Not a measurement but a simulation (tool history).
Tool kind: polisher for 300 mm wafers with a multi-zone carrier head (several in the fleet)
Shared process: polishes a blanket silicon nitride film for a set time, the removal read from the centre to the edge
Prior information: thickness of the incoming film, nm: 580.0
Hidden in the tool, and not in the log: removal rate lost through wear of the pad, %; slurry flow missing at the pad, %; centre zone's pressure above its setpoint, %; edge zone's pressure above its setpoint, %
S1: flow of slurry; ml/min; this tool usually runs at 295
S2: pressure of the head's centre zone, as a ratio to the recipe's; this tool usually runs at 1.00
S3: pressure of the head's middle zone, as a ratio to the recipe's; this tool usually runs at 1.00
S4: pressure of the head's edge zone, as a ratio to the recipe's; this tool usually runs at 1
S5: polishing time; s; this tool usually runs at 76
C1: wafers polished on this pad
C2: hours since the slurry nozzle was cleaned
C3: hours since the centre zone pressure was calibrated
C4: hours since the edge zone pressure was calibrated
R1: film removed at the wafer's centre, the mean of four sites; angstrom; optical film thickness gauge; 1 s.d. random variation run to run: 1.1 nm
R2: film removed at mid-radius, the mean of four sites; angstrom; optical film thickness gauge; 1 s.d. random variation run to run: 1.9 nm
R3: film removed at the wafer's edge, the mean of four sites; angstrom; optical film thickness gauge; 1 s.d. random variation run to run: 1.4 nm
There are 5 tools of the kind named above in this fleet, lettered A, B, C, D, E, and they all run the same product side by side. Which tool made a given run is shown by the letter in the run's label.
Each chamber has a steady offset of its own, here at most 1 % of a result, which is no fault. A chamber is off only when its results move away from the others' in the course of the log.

{"hour": 1.5, "done": "chamber E: slurry nozzle cleaned"}
{"run": "1A", "hour": 2.5, "S1": 295, "S2": 1.0, "S3": 1.0, "S4": 1, "S5": 76, "C1": 860, "C2": 182.2, "C3": 313.2, "C4": 1204.8, "R1": 1623.5, "R2": 1599.7, "R3": 1653.2}
{"run": "2D", "hour": 4.5, "S1": 295, "S2": 1.0, "S3": 1.0, "S4": 1, "S5": 76, "C1": 131, "C2": 130.4, "C3": 450.2, "C4": 243.4, "R1": 1652.8, "R2": 1663.8, "R3": 1603.4}
{"run": "3E", "hour": 7.7, "S1": 295, "S2": 1.0, "S3": 1.0, "S4": 1, "S5": 76, "C1": 124, "C2": 6.3, "C3": 287.1, "C4": 155.2, "R1": 1621.3, "R2": 1639.9, "R3": 1634.8}
{"run": "4C", "hour": 10.2, "S1": 295, "S2": 1.0, "S3": 1.0, "S4": 1, "S5": 76, "C1": 236, "C2": 231.8, "C3": 973.6, "C4": 287.2, "R1": 1649.7, "R2": 1630.3, "R3": 1620.8}
{"run": "5B", "hour": 12.1, "S1": 295, "S2": 1.0, "S3": 1.0, "S4": 1, "S5": 76, "C1": 391, "C2": 311.7, "C3": 745.6, "C4": 266.9, "R1": 1617.9, "R2": 1635.8, "R3": 1598.0}
{"run": "6D", "hour": 15.8, "S1": 295, "S2": 1.0, "S3": 1.0, "S4": 1, "S5": 76, "C1": 263, "C2": 141.7, "C3": 461.5, "C4": 254.7, "R1": 1647.7, "R2": 1626.8, "R3": 1658.4}
{"run": "7C", "hour": 18.6, "S1": 295, "S2": 1.0, "S3": 1.0, "S4": 1, "S5": 76, "C1": 334, "C2": 240.2, "C3": 982.0, "C4": 295.6, "R1": 1658.5, "R2": 1637.2, "R3": 1629.1}
{"run": "8B", "hour": 22.8, "S1": 295, "S2": 1.0, "S3": 1.0, "S4": 1, "S5": 76, "C1": 516, "C2": 322.4, "C3": 756.3, "C4": 277.6, "R1": 1615.8, "R2": 1647.5, "R3": 1645.5}
{"run": "9E", "hour": 26.4, "S1": 295, "S2": 1.0, "S3": 1.0, "S4": 1, "S5": 76, "C1": 343, "C2": 25.0, "C3": 305.8, "C4": 173.9, "R1": 1636.0, "R2": 1614.6, "R3": 1640.9}
{"run": "10A", "hour": 29.2, "S1": 295, "S2": 1.0, "S3": 1.0, "S4": 1, "S5": 76, "C1": 1173, "C2": 208.9, "C3": 339.9, "C4": 1231.5, "R1": 1617.2, "R2": 1608.4, "R3": 1654.7}
{"run": "11C", "hour": 31.1, "S1": 295, "S2": 1.0, "S3": 1.0, "S4": 1, "S5": 76, "C1": 480, "C2": 252.7, "C3": 994.5, "C4": 308.1, "R1": 1637.3, "R2": 1634.7, "R3": 1614.1}
{"run": "12D", "hour": 34.9, "S1": 295, "S2": 1.0, "S3": 1.0, "S4": 1, "S5": 76, "C1": 487, "C2": 160.8, "C3": 480.6, "C4": 273.8, "R1": 1642.6, "R2": 1641.5, "R3": 1647.6}
{"run": "13A", "hour": 38.2, "S1": 295, "S2": 1.0, "S3": 1.0, "S4": 1, "S5": 76, "C1": 1279, "C2": 217.9, "C3": 348.9, "C4": 1240.5, "R1": 1609.6, "R2": 1610.5, "R3": 1637.0}
{"run": "14B", "hour": 40.2, "S1": 295, "S2": 1.0, "S3": 1.0, "S4": 1, "S5": 76, "C1": 720, "C2": 339.8, "C3": 773.7, "C4": 295.0, "R1": 1638.6, "R2": 1608.6, "R3": 1601.4}
{"run": "15E", "hour": 42.8, "S1": 295, "S2": 1.0, "S3": 1.0, "S4": 1, "S5": 76, "C1": 536, "C2": 41.4, "C3": 322.2, "C4": 190.3, "R1": 1614.5, "R2": 1638.6, "R3": 1622.1}
{"run": "16E", "hour": 47.0, "S1": 295, "S2": 1.0, "S3": 1.0, "S4": 1, "S5": 76, "C1": 585, "C2": 45.6, "C3": 326.4, "C4": 194.5, "R1": 1630.2, "R2": 1602.1, "R3": 1629.2}
{"hour": 47.9, "done": "chamber E: worn pad replaced by a new one"}
{"run": "17D", "hour": 49.0, "S1": 295, "S2": 1.0, "S3": 0.96, "S4": 1, "S5": 76, "C1": 652, "C2": 174.9, "C3": 494.7, "C4": 287.9, "R1": 1629.5, "R2": 1602.3, "R3": 1628.0}
{"hour": 51.0, "done": "chamber B: worn pad replaced by a new one"}
{"run": "18A", "hour": 53.2, "S1": 295, "S2": 1.0, "S3": 0.96, "S4": 1, "S5": 76, "C1": 1454, "C2": 232.9, "C3": 363.9, "C4": 1255.5, "R1": 1614.4, "R2": 1558.8, "R3": 1638.3}
{"run": "19B", "hour": 55.6, "S1": 295, "S2": 1.0, "S3": 0.96, "S4": 1, "S5": 76, "C1": 54, "C2": 355.2, "C3": 789.1, "C4": 310.4, "R1": 1618.1, "R2": 1547.5, "R3": 1615.0}
{"run": "20C", "hour": 59.1, "S1": 295, "S2": 1.0, "S3": 0.96, "S4": 1, "S5": 76, "C1": 809, "C2": 280.7, "C3": 1022.5, "C4": 336.1, "R1": 1636.2, "R2": 1555.7, "R3": 1622.2}
{"run": "21A", "hour": 62.2, "S1": 295, "S2": 1.0, "S3": 0.96, "S4": 1, "S5": 76, "C1": 1560, "C2": 241.9, "C3": 372.9, "C4": 1264.5, "R1": 1607.8, "R2": 1546.7, "R3": 1607.9}
{"run": "22B", "hour": 65.5, "S1": 295, "S2": 1.0, "S3": 1.0, "S4": 1, "S5": 76, "C1": 170, "C2": 365.1, "C3": 799.0, "C4": 320.3, "R1": 1638.0, "R2": 1594.1, "R3": 1624.1}
{"run": "23C", "hour": 69.2, "S1": 295, "S2": 1.0, "S3": 1.0, "S4": 1, "S5": 76, "C1": 927, "C2": 290.8, "C3": 1032.6, "C4": 346.2, "R1": 1644.5, "R2": 1636.2, "R3": 1601.3}
{"run": "24E", "hour": 72.1, "S1": 360, "S2": 1.05, "S3": 1.0, "S4": 1, "S5": 76, "C1": 283, "C2": 70.7, "C3": 351.5, "C4": 219.6, "R1": 1755.0, "R2": 1672.5, "R3": 1645.9}
{"hour": 73.6, "done": "chamber C: worn pad replaced by a new one"}
{"run": "25D", "hour": 74.6, "S1": 360, "S2": 1.05, "S3": 1.0, "S4": 1, "S5": 76, "C1": 952, "C2": 200.5, "C3": 520.3, "C4": 313.5, "R1": 1776.9, "R2": 1668.6, "R3": 1653.0}
{"hour": 74.8, "done": "chamber C: centre zone pressure recalibrated"}
{"run": "26C", "hour": 78.3, "S1": 360, "S2": 1.05, "S3": 1.0, "S4": 1, "S5": 76, "C1": 56, "C2": 299.9, "C3": 3.6, "C4": 355.3, "R1": 1758.8, "R2": 1627.9, "R3": 1652.3}
{"run": "27A", "hour": 81.6, "S1": 360, "S2": 1.05, "S3": 1.0, "S4": 1, "S5": 76, "C1": 1787, "C2": 261.3, "C3": 392.3, "C4": 1283.9, "R1": 1717.1, "R2": 1643.3, "R3": 1630.7}
{"run": "28D", "hour": 85.2, "S1": 360, "S2": 1.05, "S3": 1.0, "S4": 1, "S5": 76, "C1": 1076, "C2": 211.1, "C3": 530.9, "C4": 324.1, "R1": 1758.2, "R2": 1666.4, "R3": 1655.2}
{"hour": 85.7, "done": "chamber C: slurry nozzle cleaned"}
{"run": "29E", "hour": 88.6, "S1": 295, "S2": 1.0, "S3": 1.0, "S4": 1, "S5": 76, "C1": 477, "C2": 87.2, "C3": 368.0, "C4": 236.1, "R1": 1619.5, "R2": 1604.4, "R3": 1627.4}
{"run": "30B", "hour": 90.7, "S1": 295, "S2": 1.0, "S3": 1.0, "S4": 1, "S5": 76, "C1": 466, "C2": 390.3, "C3": 824.2, "C4": 345.5, "R1": 1619.2, "R2": 1618.1, "R3": 1598.4}
{"run": "31D", "hour": 94.1, "S1": 295, "S2": 1.0, "S3": 1.0, "S4": 1, "S5": 76, "C1": 1181, "C2": 220.0, "C3": 539.8, "C4": 333.0, "R1": 1622.4, "R2": 1605.0, "R3": 1621.9}
{"run": "32A", "hour": 96.0, "S1": 295, "S2": 1.0, "S3": 1.0, "S4": 1, "S5": 76, "C1": 1956, "C2": 275.7, "C3": 406.7, "C4": 1298.3, "R1": 1587.3, "R2": 1570.4, "R3": 1615.4}
{"hour": 96.1, "done": "chamber D: worn pad replaced by a new one"}
{"run": "33E", "hour": 98.8, "S1": 295, "S2": 1.0, "S3": 1.0, "S4": 1, "S5": 76, "C1": 596, "C2": 97.4, "C3": 378.2, "C4": 246.3, "R1": 1627.2, "R2": 1603.4, "R3": 1643.6}
{"run": "34B", "hour": 101.7, "S1": 295, "S2": 1.0, "S3": 1.0, "S4": 1, "S5": 76, "C1": 595, "C2": 401.3, "C3": 835.2, "C4": 356.5, "R1": 1608.1, "R2": 1653.4, "R3": 1609.5}
{"hour": 103.4, "done": "chamber E: worn pad replaced by a new one"}
{"run": "35C", "hour": 103.9, "S1": 295, "S2": 1.0, "S3": 1.0, "S4": 1, "S5": 76, "C1": 356, "C2": 18.2, "C3": 29.2, "C4": 380.9, "R1": 1636.7, "R2": 1634.6, "R3": 1606.1}
{"run": "36E", "hour": 107.8, "S1": 295, "S2": 1.0, "S3": 1.0, "S4": 1, "S5": 76, "C1": 52, "C2": 106.4, "C3": 387.2, "C4": 255.3, "R1": 1620.0, "R2": 1651.7, "R3": 1668.3}
{"run": "37B", "hour": 111.8, "S1": 295, "S2": 1.0, "S3": 1.0, "S4": 1, "S5": 76, "C1": 713, "C2": 411.4, "C3": 845.3, "C4": 366.6, "R1": 1632.1, "R2": 1609.5, "R3": 1636.6}
{"run": "38A", "hour": 114.6, "S1": 295, "S2": 1.0, "S3": 1.0, "S4": 1, "S5": 76, "C1": 2174, "C2": 294.3, "C3": 425.3, "C4": 1316.9, "R1": 1565.9, "R2": 1540.3, "R3": 1594.9}
{"run": "39D", "hour": 118.0, "S1": 295, "S2": 1.0, "S3": 1.0, "S4": 1, "S5": 76, "C1": 256, "C2": 243.9, "C3": 563.7, "C4": 356.9, "R1": 1650.4, "R2": 1649.4, "R3": 1620.0}
{"run": "40C", "hour": 119.9, "S1": 295, "S2": 1.0, "S3": 1.0, "S4": 1, "S5": 102, "C1": 543, "C2": 34.2, "C3": 45.2, "C4": 396.9, "R1": 2200.0, "R2": 2188.3, "R3": 2185.9}
{"hour": 120.5, "done": "chamber B: worn pad replaced by a new one"}
{"hour": 122.6, "done": "chamber B: slurry nozzle cleaned"}
{"run": "41D", "hour": 123.8, "S1": 295, "S2": 1.0, "S3": 1.0, "S4": 1, "S5": 102, "C1": 324, "C2": 249.7, "C3": 569.5, "C4": 362.7, "R1": 2205.7, "R2": 2213.7, "R3": 2186.5}
{"run": "42B", "hour": 128.3, "S1": 295, "S2": 1.0, "S3": 1.0, "S4": 1, "S5": 102, "C1": 92, "C2": 5.7, "C3": 861.8, "C4": 383.1, "R1": 2166.4, "R2": 2156.8, "R3": 2171.3}
{"run": "43A", "hour": 132.4, "S1": 295, "S2": 1.0, "S3": 1.0, "S4": 1, "S5": 102, "C1": 2382, "C2": 312.1, "C3": 443.1, "C4": 1334.7, "R1": 2141.0, "R2": 2086.4, "R3": 2132.1}

Each of the 5 chambers runs these same settings next. Fill in every chamber's results:
{"run": "44A", "hour": 135.6, "S1": 295, "S2": 0.92, "S3": 1.0, "S4": 1, "S5": 76, "R1": "?", "R2": "?", "R3": "?"}
{"run": "44B", "hour": 135.6, "S1": 295, "S2": 0.92, "S3": 1.0, "S4": 1, "S5": 76, "R1": "?", "R2": "?", "R3": "?"}
{"run": "44C", "hour": 135.6, "S1": 295, "S2": 0.92, "S3": 1.0, "S4": 1, "S5": 76, "R1": "?", "R2": "?", "R3": "?"}
{"run": "44D", "hour": 135.6, "S1": 295, "S2": 0.92, "S3": 1.0, "S4": 1, "S5": 76, "R1": "?", "R2": "?", "R3": "?"}
{"run": "44E", "hour": 135.6, "S1": 295, "S2": 0.92, "S3": 1.0, "S4": 1, "S5": 76, "R1": "?", "R2": "?", "R3": "?"}

run=44A R1=1428.0 R2=1569.8 R3=1586.9
run=44B R1=1481.2 R2=1593.0 R3=1617.8
run=44C R1=1514.6 R2=1630.6 R3=1604.4
run=44D R1=1487.6 R2=1614.4 R3=1640.4
run=44E R1=1472.1 R2=1615.2 R3=1609.0
